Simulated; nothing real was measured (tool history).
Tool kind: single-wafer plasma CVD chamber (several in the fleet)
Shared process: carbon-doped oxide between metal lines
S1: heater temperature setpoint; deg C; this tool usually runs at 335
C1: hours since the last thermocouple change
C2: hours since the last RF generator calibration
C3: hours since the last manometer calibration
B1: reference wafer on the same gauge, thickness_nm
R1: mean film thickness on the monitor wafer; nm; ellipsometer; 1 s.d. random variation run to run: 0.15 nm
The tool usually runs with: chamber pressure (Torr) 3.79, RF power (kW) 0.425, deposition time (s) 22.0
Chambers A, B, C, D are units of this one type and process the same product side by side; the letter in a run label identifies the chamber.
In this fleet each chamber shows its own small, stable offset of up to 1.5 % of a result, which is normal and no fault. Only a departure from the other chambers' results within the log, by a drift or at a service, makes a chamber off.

{"run": "1C", "day": 0.358, "S1": 335, "chamber pressure (Torr)": 3.79, "RF power (kW)": 0.425, "deposition time (s)": 22.0, "C1": 415.1, "C2": 56.2, "C3": 931.3, "B1": 112.99, "R1": 102.45}
{"run": "2B", "day": 1.012, "S1": 335, "chamber pressure (Torr)": 3.79, "RF power (kW)": 0.425, "deposition time (s)": 22.0, "C1": 1747.0, "C2": 1663.9, "C3": 359.5, "B1": 112.97, "R1": 102.7}
{"run": "3D", "day": 1.617, "S1": 335, "chamber pressure (Torr)": 3.79, "RF power (kW)": 0.425, "deposition time (s)": 22.0, "C1": 258.4, "C2": 573.4, "C3": 891.5, "B1": 112.96, "R1": 102.45}
{"run": "4A", "day": 2.054, "S1": 335, "chamber pressure (Torr)": 3.79, "RF power (kW)": 0.425, "deposition time (s)": 22.0, "C1": 407.3, "C2": 1065.8, "C3": 419.8, "B1": 112.93, "R1": 100.55}
{"run": "5A", "day": 2.367, "S1": 335, "chamber pressure (Torr)": 3.79, "RF power (kW)": 0.425, "deposition time (s)": 22.0, "C1": 414.8, "C2": 1073.3, "C3": 427.3, "B1": 112.92, "R1": 100.68}
{"run": "6C", "day": 2.825, "S1": 335, "chamber pressure (Torr)": 3.79, "RF power (kW)": 0.425, "deposition time (s)": 22.0, "C1": 474.3, "C2": 115.4, "C3": 990.5, "B1": 112.89, "R1": 102.46}
{"run": "7D", "day": 3.208, "S1": 335, "chamber pressure (Torr)": 3.79, "RF power (kW)": 0.425, "deposition time (s)": 22.0, "C1": 296.6, "C2": 611.6, "C3": 929.7, "B1": 112.91, "R1": 102.23}
{"run": "8B", "day": 3.7, "S1": 335, "chamber pressure (Torr)": 3.79, "RF power (kW)": 0.425, "deposition time (s)": 22.0, "C1": 1811.5, "C2": 1728.4, "C3": 424.0, "B1": 112.88, "R1": 102.42}
{"day": 3.954, "done": "chamber B: RF generator calibrated"}
{"run": "9C", "day": 4.271, "S1": 335, "chamber pressure (Torr)": 3.79, "RF power (kW)": 0.425, "deposition time (s)": 22.0, "C1": 509.0, "C2": 150.1, "C3": 1025.2, "B1": 112.87, "R1": 102.32}
{"run": "10B", "day": 4.912, "S1": 335, "chamber pressure (Torr)": 3.79, "RF power (kW)": 0.425, "deposition time (s)": 22.0, "C1": 1840.6, "C2": 23.0, "C3": 453.1, "B1": 112.87, "R1": 102.74}
{"day": 5.238, "done": "chamber B: thermocouple changed; heater temperature recalibrated"}
{"run": "11A", "day": 5.454, "S1": 335, "chamber pressure (Torr)": 3.79, "RF power (kW)": 0.46, "deposition time (s)": 24.8, "C1": 488.9, "C2": 1147.4, "C3": 501.4, "B1": 112.83, "R1": 120.13}
{"run": "12D", "day": 6.062, "S1": 335, "chamber pressure (Torr)": 3.79, "RF power (kW)": 0.46, "deposition time (s)": 24.8, "C1": 365.1, "C2": 680.1, "C3": 998.2, "B1": 112.75, "R1": 121.5}
{"run": "13A", "day": 6.417, "S1": 335, "chamber pressure (Torr)": 3.79, "RF power (kW)": 0.46, "deposition time (s)": 24.8, "C1": 512.0, "C2": 1170.5, "C3": 524.5, "B1": 112.8, "R1": 119.84}
{"run": "14C", "day": 6.967, "S1": 335, "chamber pressure (Torr)": 3.79, "RF power (kW)": 0.46, "deposition time (s)": 24.8, "C1": 573.7, "C2": 214.8, "C3": 1089.9, "B1": 112.78, "R1": 121.92}
{"run": "15D", "day": 7.333, "S1": 335, "chamber pressure (Torr)": 3.79, "RF power (kW)": 0.425, "deposition time (s)": 22.0, "C1": 395.6, "C2": 710.6, "C3": 1028.7, "B1": 112.77, "R1": 102.08}
{"day": 7.517, "done": "chamber A: RF generator calibrated"}
{"run": "16B", "day": 7.792, "S1": 335, "chamber pressure (Torr)": 3.79, "RF power (kW)": 0.425, "deposition time (s)": 22.0, "C1": 61.4, "C2": 92.1, "C3": 522.2, "B1": 112.73, "R1": 102.48}
{"run": "17C", "day": 8.254, "S1": 335, "chamber pressure (Torr)": 3.79, "RF power (kW)": 0.425, "deposition time (s)": 22.0, "C1": 604.6, "C2": 245.7, "C3": 1120.8, "B1": 112.7, "R1": 102.5}
{"run": "18A", "day": 8.846, "S1": 335, "chamber pressure (Torr)": 3.79, "RF power (kW)": 0.425, "deposition time (s)": 22.0, "C1": 570.3, "C2": 32.0, "C3": 582.8, "B1": 112.69, "R1": 100.49}
{"run": "19B", "day": 9.4, "S1": 335, "chamber pressure (Torr)": 3.79, "RF power (kW)": 0.425, "deposition time (s)": 22.0, "C1": 100.0, "C2": 130.7, "C3": 560.8, "B1": 112.69, "R1": 102.18}
{"run": "20D", "day": 9.838, "S1": 335, "chamber pressure (Torr)": 3.79, "RF power (kW)": 0.425, "deposition time (s)": 22.0, "C1": 455.7, "C2": 770.7, "C3": 1088.8, "B1": 112.65, "R1": 102.07}
{"run": "21D", "day": 10.35, "S1": 335, "chamber pressure (Torr)": 3.79, "RF power (kW)": 0.425, "deposition time (s)": 22.0, "C1": 468.0, "C2": 783.0, "C3": 1101.1, "B1": 112.6, "R1": 102.34}
{"run": "22C", "day": 11.008, "S1": 323, "chamber pressure (Torr)": 3.79, "RF power (kW)": 0.455, "deposition time (s)": 22.0, "C1": 670.7, "C2": 311.8, "C3": 1186.9, "B1": 112.61, "R1": 111.95}
{"run": "23B", "day": 11.429, "S1": 323, "chamber pressure (Torr)": 3.79, "RF power (kW)": 0.455, "deposition time (s)": 22.0, "C1": 148.7, "C2": 179.4, "C3": 609.5, "B1": 112.66, "R1": 112.5}
{"run": "24A", "day": 11.862, "S1": 323, "chamber pressure (Torr)": 3.79, "RF power (kW)": 0.455, "deposition time (s)": 22.0, "C1": 642.7, "C2": 104.4, "C3": 655.2, "B1": 112.57, "R1": 110.26}
{"run": "25C", "day": 12.167, "S1": 323, "chamber pressure (Torr)": 3.79, "RF power (kW)": 0.455, "deposition time (s)": 22.0, "C1": 698.5, "C2": 339.6, "C3": 1214.7, "B1": 112.56, "R1": 111.88}
{"run": "26D", "day": 12.825, "S1": 335, "chamber pressure (Torr)": 3.79, "RF power (kW)": 0.425, "deposition time (s)": 22.0, "C1": 527.4, "C2": 842.4, "C3": 1160.5, "B1": 112.61, "R1": 102.13}
{"run": "27B", "day": 13.192, "S1": 335, "chamber pressure (Torr)": 3.23, "RF power (kW)": 0.425, "deposition time (s)": 23.9, "C1": 191.0, "C2": 221.7, "C3": 651.8, "B1": 112.54, "R1": 109.05}
{"run": "28A", "day": 13.779, "S1": 335, "chamber pressure (Torr)": 3.23, "RF power (kW)": 0.425, "deposition time (s)": 23.9, "C1": 688.7, "C2": 150.4, "C3": 701.2, "B1": 112.51, "R1": 107.07}
{"run": "29B", "day": 14.238, "S1": 335, "chamber pressure (Torr)": 3.23, "RF power (kW)": 0.425, "deposition time (s)": 23.9, "C1": 216.1, "C2": 246.8, "C3": 676.9, "B1": 112.53, "R1": 108.91}
{"run": "30D", "day": 14.879, "S1": 335, "chamber pressure (Torr)": 3.23, "RF power (kW)": 0.425, "deposition time (s)": 23.9, "C1": 576.7, "C2": 891.7, "C3": 1209.8, "B1": 112.5, "R1": 108.68}
{"run": "31A", "day": 15.35, "S1": 335, "chamber pressure (Torr)": 3.79, "RF power (kW)": 0.425, "deposition time (s)": 22.0, "C1": 726.4, "C2": 188.1, "C3": 738.9, "B1": 112.46, "R1": 100.44}
{"run": "32C", "day": 15.654, "S1": 335, "chamber pressure (Torr)": 3.79, "RF power (kW)": 0.465, "deposition time (s)": 18.6, "C1": 782.2, "C2": 423.3, "C3": 1298.4, "B1": 112.45, "R1": 92.22}
{"run": "33D", "day": 16.167, "S1": 335, "chamber pressure (Torr)": 3.79, "RF power (kW)": 0.465, "deposition time (s)": 18.6, "C1": 607.6, "C2": 922.6, "C3": 1240.7, "B1": 112.42, "R1": 92.05}
{"run": "34B", "day": 16.742, "S1": 335, "chamber pressure (Torr)": 3.79, "RF power (kW)": 0.465, "deposition time (s)": 18.6, "C1": 276.2, "C2": 306.9, "C3": 737.0, "B1": 112.42, "R1": 92.272}
{"run": "35A", "day": 17.117, "S1": 335, "chamber pressure (Torr)": 3.79, "RF power (kW)": 0.465, "deposition time (s)": 18.6, "C1": 768.8, "C2": 230.5, "C3": 781.3, "B1": 112.45, "R1": 90.952}
{"run": "36C", "day": 17.654, "S1": 325, "chamber pressure (Torr)": 3.79, "RF power (kW)": 0.425, "deposition time (s)": 22.0, "C1": 830.2, "C2": 471.3, "C3": 1346.4, "B1": 112.38, "R1": 105.57}
{"run": "37A", "day": 18.242, "S1": 325, "chamber pressure (Torr)": 3.79, "RF power (kW)": 0.425, "deposition time (s)": 22.0, "C1": 795.8, "C2": 257.5, "C3": 808.3, "B1": 112.38, "R1": 103.91}
{"run": "38B", "day": 18.817, "S1": 325, "chamber pressure (Torr)": 3.79, "RF power (kW)": 0.425, "deposition time (s)": 22.0, "C1": 326.0, "C2": 356.7, "C3": 786.8, "B1": 112.4, "R1": 105.88}
{"run": "39C", "day": 19.217, "S1": 325, "chamber pressure (Torr)": 3.79, "RF power (kW)": 0.425, "deposition time (s)": 22.0, "C1": 867.7, "C2": 508.8, "C3": 1383.9, "B1": 112.37, "R1": 105.42}

Decide between three cases: one chamber stands off from its peers, the gauge reading all wafers drifts, or nothing is wrong past each chamber's small offset. Where a chamber is off, say which and what most likely put it there.

Gauge drift. The chambers move together only on paper, and none stands off.
Likeliest cause: gauge reads low (%) = 0.598.
